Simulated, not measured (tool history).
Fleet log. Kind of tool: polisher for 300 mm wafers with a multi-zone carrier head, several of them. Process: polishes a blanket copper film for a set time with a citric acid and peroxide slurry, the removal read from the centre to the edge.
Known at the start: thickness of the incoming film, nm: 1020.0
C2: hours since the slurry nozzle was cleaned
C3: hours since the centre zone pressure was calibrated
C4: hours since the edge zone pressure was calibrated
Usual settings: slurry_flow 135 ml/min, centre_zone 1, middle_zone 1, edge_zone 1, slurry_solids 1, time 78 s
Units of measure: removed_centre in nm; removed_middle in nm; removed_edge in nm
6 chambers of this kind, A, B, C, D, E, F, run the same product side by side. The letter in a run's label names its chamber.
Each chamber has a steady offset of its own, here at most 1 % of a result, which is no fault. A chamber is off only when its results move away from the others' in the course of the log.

run 1D hour=4.9 | slurry_flow=135 centre_zone=1 middle_zone=1 edge_zone=1 slurry_solids=1 time=78 | wafers_polished_on_this_pad=249 C2=341.2 C3=119.4 C4=401 | removed_centre=142.79 removed_middle=137.09 removed_edge=139.7
run 2A hour=8.5 | slurry_flow=135 centre_zone=1 middle_zone=1 edge_zone=1 slurry_solids=1 time=78 | wafers_polished_on_this_pad=526 C2=67.4 C3=127.2 C4=421.8 | removed_centre=141.9 removed_middle=140.21 removed_edge=138.34
run 3B hour=12.6 | slurry_flow=135 centre_zone=1 middle_zone=1 edge_zone=1 slurry_solids=1 time=78 | wafers_polished_on_this_pad=695 C2=149 C3=823.3 C4=642 | removed_centre=139.11 removed_middle=137.46 removed_edge=140.47
run 4F hour=17.5 | slurry_flow=135 centre_zone=1 middle_zone=1 edge_zone=1 slurry_solids=1 time=78 | wafers_polished_on_this_pad=764 C2=316 C3=567.7 C4=270.4 | removed_centre=140.23 removed_middle=139.23 removed_edge=138.82
-- hour=20.1 chamber F: worn pad replaced by a new one
run 5E hour=23.5 | slurry_flow=135 centre_zone=1 middle_zone=1 edge_zone=0.89 slurry_solids=1 time=66 | wafers_polished_on_this_pad=482 C2=231.2 C3=123.5 C4=224.1 | removed_centre=117.27 removed_middle=117.52 removed_edge=111.48
run 6C hour=28.8 | slurry_flow=135 centre_zone=1 middle_zone=1 edge_zone=0.89 slurry_solids=1 time=66 | wafers_polished_on_this_pad=570 C2=93.7 C3=162 C4=945.8 | removed_centre=115.93 removed_middle=117.44 removed_edge=111.4
run 7A hour=35 | slurry_flow=135 centre_zone=1 middle_zone=1 edge_zone=0.89 slurry_solids=1 time=66 | wafers_polished_on_this_pad=848 C2=93.9 C3=153.7 C4=448.3 | removed_centre=118.47 removed_middle=118.94 removed_edge=110.12
run 8D hour=39.1 | slurry_flow=135 centre_zone=1 middle_zone=1 edge_zone=0.89 slurry_solids=1 time=66 | wafers_polished_on_this_pad=663 C2=375.4 C3=153.6 C4=435.2 | removed_centre=120.14 removed_middle=116.52 removed_edge=111.31
run 9F hour=42.4 | slurry_flow=135 centre_zone=1 middle_zone=1 edge_zone=0.89 slurry_solids=1 time=66 | wafers_polished_on_this_pad=270 C2=340.9 C3=592.6 C4=295.3 | removed_centre=116.27 removed_middle=117.26 removed_edge=110.18
run 10E hour=47.6 | slurry_flow=135 centre_zone=1 middle_zone=1 edge_zone=0.89 slurry_solids=1 time=66 | wafers_polished_on_this_pad=774 C2=255.3 C3=147.6 C4=248.2 | removed_centre=116.08 removed_middle=119.03 removed_edge=109.97
-- hour=49.3 chamber F: edge zone pressure recalibrated
run 11B hour=54.2 | slurry_flow=135 centre_zone=1 middle_zone=1.11 edge_zone=1 slurry_solids=1 time=78 | wafers_polished_on_this_pad=1200 C2=190.6 C3=864.9 C4=683.6 | removed_centre=137.62 removed_middle=154.52 removed_edge=138.04
run 12C hour=60.5 | slurry_flow=135 centre_zone=1 middle_zone=1.11 edge_zone=1 slurry_solids=1 time=78 | wafers_polished_on_this_pad=954 C2=125.4 C3=193.7 C4=977.5 | removed_centre=137.86 removed_middle=154.63 removed_edge=141.28
run 13A hour=64.5 | slurry_flow=135 centre_zone=1 middle_zone=1.11 edge_zone=1 slurry_solids=1 time=78 | wafers_polished_on_this_pad=1205 C2=123.4 C3=183.2 C4=477.8 | removed_centre=141.43 removed_middle=151.62 removed_edge=136.32
-- hour=67.3 chamber C: worn pad replaced by a new one
-- hour=68.1 chamber E: edge zone pressure recalibrated
run 14D hour=69.8 | slurry_flow=135 centre_zone=1 middle_zone=1.11 edge_zone=1 slurry_solids=1 time=78 | wafers_polished_on_this_pad=1036 C2=406.1 C3=184.3 C4=465.9 | removed_centre=142.55 removed_middle=153.04 removed_edge=139.48
run 15F hour=75.1 | slurry_flow=135 centre_zone=1 middle_zone=1.11 edge_zone=1 slurry_solids=1 time=78 | wafers_polished_on_this_pad=666 C2=373.6 C3=625.3 C4=25.8 | removed_centre=139.17 removed_middle=154.39 removed_edge=138.11
-- hour=79.3 chamber D: worn pad replaced by a new one
run 16C hour=80.4 | slurry_flow=135 centre_zone=1 middle_zone=1.11 edge_zone=1 slurry_solids=1 time=78 | wafers_polished_on_this_pad=158 C2=145.3 C3=213.6 C4=997.4 | removed_centre=139.06 removed_middle=153.66 removed_edge=139.53
-- hour=82.3 chamber E: worn pad replaced by a new one
-- hour=82.7 chamber C: edge zone pressure recalibrated
-- hour=83.1 chamber F: worn pad replaced by a new one
run 17B hour=87 | slurry_flow=135 centre_zone=1 middle_zone=1 edge_zone=1 slurry_solids=1 time=78 | wafers_polished_on_this_pad=1597 C2=223.4 C3=897.7 C4=716.4 | removed_centre=140.47 removed_middle=139.67 removed_edge=141.2
-- hour=89 chamber B: worn pad replaced by a new one
-- hour=90.9 chamber D: edge zone pressure recalibrated
run 18E hour=93.3 | slurry_flow=135 centre_zone=1 middle_zone=1 edge_zone=1 slurry_solids=1 time=78 | wafers_polished_on_this_pad=134 C2=301 C3=193.3 C4=25.2 | removed_centre=138.54 removed_middle=140.82 removed_edge=137.7
run 19E hour=98.3 | slurry_flow=135 centre_zone=1 middle_zone=1 edge_zone=1 slurry_solids=1 time=78 | wafers_polished_on_this_pad=194 C2=306 C3=198.3 C4=30.2 | removed_centre=138.64 removed_middle=139.76 removed_edge=137.85
run 20D hour=104.6 | slurry_flow=135 centre_zone=1 middle_zone=1 edge_zone=1 slurry_solids=1 time=78 | wafers_polished_on_this_pad=307 C2=440.9 C3=219.1 C4=13.8 | removed_centre=142.63 removed_middle=137.75 removed_edge=141.89
run 21C hour=107.9 | slurry_flow=135 centre_zone=1 middle_zone=1 edge_zone=1 slurry_solids=1 time=78 | wafers_polished_on_this_pad=492 C2=172.8 C3=241.1 C4=25.3 | removed_centre=138.48 removed_middle=136.25 removed_edge=138.82
run 22F hour=112.1 | slurry_flow=135 centre_zone=1 middle_zone=1 edge_zone=1 slurry_solids=1 time=78 | wafers_polished_on_this_pad=352 C2=410.6 C3=662.3 C4=62.8 | removed_centre=141.58 removed_middle=139.4 removed_edge=138.69
-- hour=112.9 chamber F: centre zone pressure recalibrated
run 23B hour=115.1 | slurry_flow=135 centre_zone=1 middle_zone=1 edge_zone=1 slurry_solids=1 time=78 | wafers_polished_on_this_pad=316 C2=251.5 C3=925.8 C4=744.5 | removed_centre=137.33 removed_middle=141 removed_edge=140.12
run 24A hour=118.8 | slurry_flow=135 centre_zone=1 middle_zone=1 edge_zone=1 slurry_solids=1 time=95 | wafers_polished_on_this_pad=1863 C2=177.7 C3=237.5 C4=532.1 | removed_centre=164.74 removed_middle=162.01 removed_edge=162.04
run 25A hour=122.2 | slurry_flow=135 centre_zone=1 middle_zone=1 edge_zone=1 slurry_solids=1 time=95 | wafers_polished_on_this_pad=1904 C2=181.1 C3=240.9 C4=535.5 | removed_centre=161.23 removed_middle=160.8 removed_edge=162.79
run 26E hour=126.9 | slurry_flow=135 centre_zone=1 middle_zone=1 edge_zone=1 slurry_solids=1 time=95 | wafers_polished_on_this_pad=541 C2=334.6 C3=226.9 C4=58.8 | removed_centre=168.6 removed_middle=169.38 removed_edge=166.89
run 27C hour=132.8 | slurry_flow=135 centre_zone=1 middle_zone=1 edge_zone=1 slurry_solids=1 time=95 | wafers_polished_on_this_pad=794 C2=197.7 C3=266 C4=50.2 | removed_centre=170.82 removed_middle=169.49 removed_edge=171.59
run 28F hour=136.5 | slurry_flow=135 centre_zone=1 middle_zone=1 edge_zone=1 slurry_solids=1 time=95 | wafers_polished_on_this_pad=648 C2=435 C3=23.6 C4=87.2 | removed_centre=172.02 removed_middle=167.14 removed_edge=169.13
run 29B hour=139.8 | slurry_flow=135 centre_zone=1 middle_zone=1 edge_zone=1 slurry_solids=1 time=95 | wafers_polished_on_this_pad=615 C2=276.2 C3=950.5 C4=769.2 | removed_centre=169.98 removed_middle=169.03 removed_edge=170.9
run 30D hour=144.1 | slurry_flow=135 centre_zone=1 middle_zone=1 edge_zone=1 slurry_solids=1 time=78 | wafers_polished_on_this_pad=786 C2=480.4 C3=258.6 C4=53.3 | removed_centre=141.05 removed_middle=138.15 removed_edge=137.13
-- hour=149.7 chamber F: worn pad replaced by a new one
run 31D hour=149.8 | slurry_flow=135 centre_zone=1 middle_zone=0.89 edge_zone=1 slurry_solids=1 time=54 | wafers_polished_on_this_pad=855 C2=486.1 C3=264.3 C4=59 | removed_centre=98.389 removed_middle=85.061 removed_edge=97.968
-- hour=150.5 chamber C: worn pad replaced by a new one
run 32F hour=155.3 | slurry_flow=135 centre_zone=1 middle_zone=0.89 edge_zone=1 slurry_solids=1 time=54 | wafers_polished_on_this_pad=68 C2=453.8 C3=42.4 C4=106 | removed_centre=97.044 removed_middle=85.965 removed_edge=95.594
run 33B hour=158.9 | slurry_flow=135 centre_zone=1 middle_zone=0.89 edge_zone=1 slurry_solids=1 time=54 | wafers_polished_on_this_pad=847 C2=295.3 C3=969.6 C4=788.3 | removed_centre=95.413 removed_middle=87.031 removed_edge=97.61
run 34E hour=163.3 | slurry_flow=135 centre_zone=1 middle_zone=0.89 edge_zone=1 slurry_solids=1 time=54 | wafers_polished_on_this_pad=982 C2=371 C3=263.3 C4=95.2 | removed_centre=98.645 removed_middle=87.204 removed_edge=97.943
run 35C hour=167.6 | slurry_flow=135 centre_zone=1 middle_zone=0.89 edge_zone=1 slurry_solids=1 time=54 | wafers_polished_on_this_pad=207 C2=232.5 C3=300.8 C4=85 | removed_centre=95.722 removed_middle=86.302 removed_edge=97.265
run 36A hour=171.4 | slurry_flow=135 centre_zone=1 middle_zone=0.89 edge_zone=1 slurry_solids=1 time=54 | wafers_polished_on_this_pad=2501 C2=230.3 C3=290.1 C4=584.7 | removed_centre=89.474 removed_middle=79.161 removed_edge=89.123
run 37A hour=176.3 | slurry_flow=135 centre_zone=1 middle_zone=1 edge_zone=1 slurry_solids=1 time=78 | wafers_polished_on_this_pad=2560 C2=235.2 C3=295 C4=589.6 | removed_centre=128.65 removed_middle=127.29 removed_edge=129.72
run 38C hour=180.4 | slurry_flow=135 centre_zone=1 middle_zone=1 edge_zone=1 slurry_solids=1 time=78 | wafers_polished_on_this_pad=362 C2=245.3 C3=313.6 C4=97.8 | removed_centre=136.13 removed_middle=139.03 removed_edge=142.74

Is one chamber off against the others, does the gauge drift, or is nothing wrong? If a chamber is off, say which, and what the likeliest cause is.

One chamber, A, drifts off from the rest bit by bit.
Likeliest cause: removal rate lost through wear of the pad, % = 8.15.
From this log alone, it may not be told apart from: slurry flow missing at the pad, %.

Here are 4 candidates for chamber A's next run, each the usual settings with a change, their results left as question marks. Which one brings its results back in line with what the others give on the usual settings?
In line means no further than this from the other chambers' mean on the usual settings: removed_centre 5.7 nm; removed_middle 4.3 nm; removed_edge 3.9 nm
run 39A-1 hour=185.2 | slurry_flow=135 centre_zone=1 middle_zone=0.99 edge_zone=1.02 slurry_solids=1 time=89 | removed_centre=? removed_middle=? removed_edge=?
run 39A-2 hour=185.2 | slurry_flow=135 centre_zone=1.01 middle_zone=1.01 edge_zone=0.98 slurry_solids=1 time=68 | removed_centre=? removed_middle=? removed_edge=?
run 39A-3 hour=185.2 | slurry_flow=135 centre_zone=1 middle_zone=0.99 edge_zone=1.01 slurry_solids=1 time=85 | removed_centre=? removed_middle=? removed_edge=?
run 39A-4 hour=185.2 | slurry_flow=135 centre_zone=1 middle_zone=1.01 edge_zone=0.99 slurry_solids=1 time=71 | removed_centre=? removed_middle=? removed_edge=?

Other chambers, usual settings, mean: removed_centre 139.43 nm; removed_middle 138.93 nm; removed_edge 139.46 nm
run=39A-1 removed_centre=145.75 removed_middle=144.96 removed_edge=145.96
run=39A-2 removed_centre=112.59 removed_middle=112.8 removed_edge=109.21
run=39A-3 removed_centre=139.2 removed_middle=138.45 removed_edge=138.69
run=39A-4 removed_centre=116.29 removed_middle=117.78 removed_edge=114.62
The answer is 39A-3, which returns the chamber to within the allowed miss of the others.

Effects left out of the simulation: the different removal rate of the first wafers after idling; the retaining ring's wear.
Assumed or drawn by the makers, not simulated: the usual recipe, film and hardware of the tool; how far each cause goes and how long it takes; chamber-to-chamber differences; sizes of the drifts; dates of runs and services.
